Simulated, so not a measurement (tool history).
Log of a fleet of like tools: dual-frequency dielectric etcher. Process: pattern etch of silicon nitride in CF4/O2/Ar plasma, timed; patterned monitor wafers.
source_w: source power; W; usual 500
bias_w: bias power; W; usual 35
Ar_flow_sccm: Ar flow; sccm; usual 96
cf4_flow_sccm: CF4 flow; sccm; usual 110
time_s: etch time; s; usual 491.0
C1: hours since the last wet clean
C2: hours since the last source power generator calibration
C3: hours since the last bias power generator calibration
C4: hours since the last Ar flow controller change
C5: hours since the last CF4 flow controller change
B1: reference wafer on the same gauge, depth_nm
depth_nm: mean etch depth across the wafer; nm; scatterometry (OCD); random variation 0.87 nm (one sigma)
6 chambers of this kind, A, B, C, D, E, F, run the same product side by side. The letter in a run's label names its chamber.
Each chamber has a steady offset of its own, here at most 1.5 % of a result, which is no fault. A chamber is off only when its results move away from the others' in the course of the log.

run 1B hour=8.2 | source_w=500 bias_w=35 Ar_flow_sccm=96 cf4_flow_sccm=110 time_s=491.0 | C1=481.3 C2=194.5 C3=422.9 C4=2761.8 C5=2746.5 | B1=976.91 | depth_nm=838.70
run 2A hour=19.5 | source_w=500 bias_w=35 Ar_flow_sccm=96 cf4_flow_sccm=110 time_s=491.0 | C1=574.1 C2=3252.8 C3=911.9 C4=2632.5 C5=392.4 | B1=976.76 | depth_nm=834.55
run 3C hour=28.0 | source_w=500 bias_w=35 Ar_flow_sccm=96 cf4_flow_sccm=110 time_s=491.0 | C1=189.6 C2=42.5 C3=168.8 C4=394.8 C5=292.6 | B1=976.71 | depth_nm=834.21
run 4D hour=38.9 | source_w=500 bias_w=35 Ar_flow_sccm=96 cf4_flow_sccm=110 time_s=491.0 | C1=191.6 C2=1901.6 C3=1795.8 C4=3411.5 C5=3267.4 | B1=976.57 | depth_nm=847.71
run 5F hour=50.2 | source_w=500 bias_w=35 Ar_flow_sccm=96 cf4_flow_sccm=110 time_s=491.0 | C1=161.9 C2=590.3 C3=4051.3 C4=2379.0 C5=898.6 | B1=976.40 | depth_nm=836.13
run 6E hour=65.8 | source_w=500 bias_w=35 Ar_flow_sccm=96 cf4_flow_sccm=110 time_s=491.0 | C1=128.1 C2=2083.5 C3=1238.1 C4=2016.0 C5=1707.6 | B1=976.33 | depth_nm=827.35
-- hour=69.9 chamber F: Ar flow controller replaced
run 7A hour=75.2 | source_w=500 bias_w=35 Ar_flow_sccm=96 cf4_flow_sccm=110 time_s=491.0 | C1=629.8 C2=3308.5 C3=967.6 C4=2688.2 C5=448.1 | B1=976.26 | depth_nm=832.46
-- hour=78.1 chamber B: wet clean of the chamber
run 8D hour=84.6 | source_w=500 bias_w=35 Ar_flow_sccm=96 cf4_flow_sccm=110 time_s=491.0 | C1=237.3 C2=1947.3 C3=1841.5 C4=3457.2 C5=3313.1 | B1=976.16 | depth_nm=846.29
-- hour=88.4 chamber A: wet clean of the chamber
run 9F hour=92.2 | source_w=500 bias_w=35 Ar_flow_sccm=96 cf4_flow_sccm=110 time_s=491.0 | C1=203.9 C2=632.3 C3=4093.3 C4=22.3 C5=940.6 | B1=976.03 | depth_nm=834.63
run 10E hour=100.6 | source_w=500 bias_w=35 Ar_flow_sccm=96 cf4_flow_sccm=110 time_s=491.0 | C1=162.9 C2=2118.3 C3=1272.9 C4=2050.8 C5=1742.4 | B1=975.96 | depth_nm=827.42
run 11B hour=112.0 | source_w=500 bias_w=35 Ar_flow_sccm=96 cf4_flow_sccm=110 time_s=491.0 | C1=34.0 C2=298.3 C3=526.7 C4=2865.6 C5=2850.3 | B1=975.59 | depth_nm=839.14
run 12C hour=120.4 | source_w=500 bias_w=35 Ar_flow_sccm=96 cf4_flow_sccm=110 time_s=491.0 | C1=282.0 C2=134.9 C3=261.2 C4=487.2 C5=385.0 | B1=975.77 | depth_nm=835.63
run 13E hour=135.5 | source_w=500 bias_w=35 Ar_flow_sccm=96 cf4_flow_sccm=110 time_s=491.0 | C1=197.8 C2=2153.2 C3=1307.8 C4=2085.7 C5=1777.3 | B1=975.85 | depth_nm=825.66
run 14F hour=147.6 | source_w=500 bias_w=35 Ar_flow_sccm=96 cf4_flow_sccm=110 time_s=491.0 | C1=259.3 C2=687.7 C3=4148.7 C4=77.7 C5=996.0 | B1=975.34 | depth_nm=835.06
run 15B hour=155.9 | source_w=620 bias_w=35 Ar_flow_sccm=96 cf4_flow_sccm=110 time_s=429.5 | C1=77.9 C2=342.2 C3=570.6 C4=2909.5 C5=2894.2 | B1=975.33 | depth_nm=883.71
run 16A hour=168.9 | source_w=620 bias_w=35 Ar_flow_sccm=96 cf4_flow_sccm=110 time_s=429.5 | C1=80.6 C2=3402.2 C3=1061.3 C4=2781.9 C5=541.8 | B1=975.07 | depth_nm=880.72
run 17D hour=177.9 | source_w=620 bias_w=35 Ar_flow_sccm=96 cf4_flow_sccm=110 time_s=429.5 | C1=330.6 C2=2040.6 C3=1934.8 C4=3550.5 C5=3406.4 | B1=975.03 | depth_nm=894.33
run 18C hour=188.1 | source_w=620 bias_w=35 Ar_flow_sccm=96 cf4_flow_sccm=110 time_s=429.5 | C1=349.7 C2=202.6 C3=328.9 C4=554.9 C5=452.7 | B1=974.65 | depth_nm=880.18
run 19D hour=196.5 | source_w=620 bias_w=35 Ar_flow_sccm=96 cf4_flow_sccm=110 time_s=429.5 | C1=349.2 C2=2059.2 C3=1953.4 C4=3569.1 C5=3425.0 | B1=974.77 | depth_nm=896.88
run 20F hour=203.7 | source_w=620 bias_w=35 Ar_flow_sccm=96 cf4_flow_sccm=110 time_s=429.5 | C1=315.4 C2=743.8 C3=4204.8 C4=133.8 C5=1052.1 | B1=974.61 | depth_nm=885.16
run 21B hour=214.6 | source_w=500 bias_w=35 Ar_flow_sccm=96 cf4_flow_sccm=110 time_s=491.0 | C1=136.6 C2=400.9 C3=629.3 C4=2968.2 C5=2952.9 | B1=974.90 | depth_nm=836.21
run 22C hour=221.5 | source_w=500 bias_w=35 Ar_flow_sccm=96 cf4_flow_sccm=110 time_s=491.0 | C1=383.1 C2=236.0 C3=362.3 C4=588.3 C5=486.1 | B1=974.66 | depth_nm=834.66
run 23E hour=234.5 | source_w=410 bias_w=35 Ar_flow_sccm=75 cf4_flow_sccm=110 time_s=491.0 | C1=296.8 C2=2252.2 C3=1406.8 C4=2184.7 C5=1876.3 | B1=974.25 | depth_nm=712.39
-- hour=238.7 chamber C: wet clean of the chamber
run 24A hour=243.2 | source_w=410 bias_w=35 Ar_flow_sccm=75 cf4_flow_sccm=110 time_s=491.0 | C1=154.9 C2=3476.5 C3=1135.6 C4=2856.2 C5=616.1 | B1=974.37 | depth_nm=718.97
run 25E hour=251.5 | source_w=410 bias_w=35 Ar_flow_sccm=75 cf4_flow_sccm=110 time_s=491.0 | C1=313.8 C2=2269.2 C3=1423.8 C4=2201.7 C5=1893.3 | B1=974.17 | depth_nm=712.79
run 26C hour=263.5 | source_w=410 bias_w=35 Ar_flow_sccm=75 cf4_flow_sccm=110 time_s=491.0 | C1=24.9 C2=278.0 C3=404.3 C4=630.3 C5=528.1 | B1=974.26 | depth_nm=723.06
run 27D hour=278.7 | source_w=410 bias_w=35 Ar_flow_sccm=75 cf4_flow_sccm=110 time_s=491.0 | C1=431.4 C2=2141.4 C3=2035.6 C4=3651.3 C5=3507.2 | B1=973.94 | depth_nm=731.15
run 28A hour=287.1 | source_w=410 bias_w=35 Ar_flow_sccm=75 cf4_flow_sccm=110 time_s=491.0 | C1=198.8 C2=3520.4 C3=1179.5 C4=2900.1 C5=660.0 | B1=973.90 | depth_nm=718.05
run 29F hour=295.5 | source_w=500 bias_w=35 Ar_flow_sccm=96 cf4_flow_sccm=110 time_s=491.0 | C1=407.2 C2=835.6 C3=4296.6 C4=225.6 C5=1143.9 | B1=973.60 | depth_nm=833.81
-- hour=302.7 chamber D: wet clean of the chamber
run 30B hour=303.2 | source_w=500 bias_w=35 Ar_flow_sccm=96 cf4_flow_sccm=110 time_s=491.0 | C1=225.2 C2=489.5 C3=717.9 C4=3056.8 C5=3041.5 | B1=973.71 | depth_nm=836.06
-- hour=307.6 chamber A: Ar flow controller replaced
-- hour=312.5 chamber D: Ar flow controller replaced
run 31A hour=317.0 | source_w=500 bias_w=35 Ar_flow_sccm=96 cf4_flow_sccm=110 time_s=491.0 | C1=228.7 C2=3550.3 C3=1209.4 C4=9.5 C5=689.9 | B1=973.27 | depth_nm=831.89
run 32F hour=325.5 | source_w=500 bias_w=35 Ar_flow_sccm=96 cf4_flow_sccm=110 time_s=491.0 | C1=437.2 C2=865.6 C3=4326.6 C4=255.6 C5=1173.9 | B1=973.40 | depth_nm=833.88
run 33B hour=340.9 | source_w=500 bias_w=35 Ar_flow_sccm=96 cf4_flow_sccm=110 time_s=491.0 | C1=262.9 C2=527.2 C3=755.6 C4=3094.5 C5=3079.2 | B1=973.09 | depth_nm=835.01
run 34E hour=352.3 | source_w=500 bias_w=35 Ar_flow_sccm=96 cf4_flow_sccm=110 time_s=491.0 | C1=414.6 C2=2370.0 C3=1524.6 C4=2302.5 C5=1994.1 | B1=973.17 | depth_nm=826.34
run 35C hour=360.0 | source_w=500 bias_w=35 Ar_flow_sccm=96 cf4_flow_sccm=110 time_s=491.0 | C1=121.4 C2=374.5 C3=500.8 C4=726.8 C5=624.6 | B1=972.89 | depth_nm=832.23
run 36D hour=373.4 | source_w=500 bias_w=35 Ar_flow_sccm=96 cf4_flow_sccm=110 time_s=491.0 | C1=70.7 C2=2236.1 C3=2130.3 C4=61.0 C5=3601.9 | B1=973.00 | depth_nm=844.29

What goes on in this fleet: one chamber off, a drifting gauge, or nothing beyond the chambers' own small offsets? Name the chamber and the cause, if any.

The gauge drifts, so all chambers seem to drift together. No chamber is off.
Cause: gauge reads low (%) = 0.429.
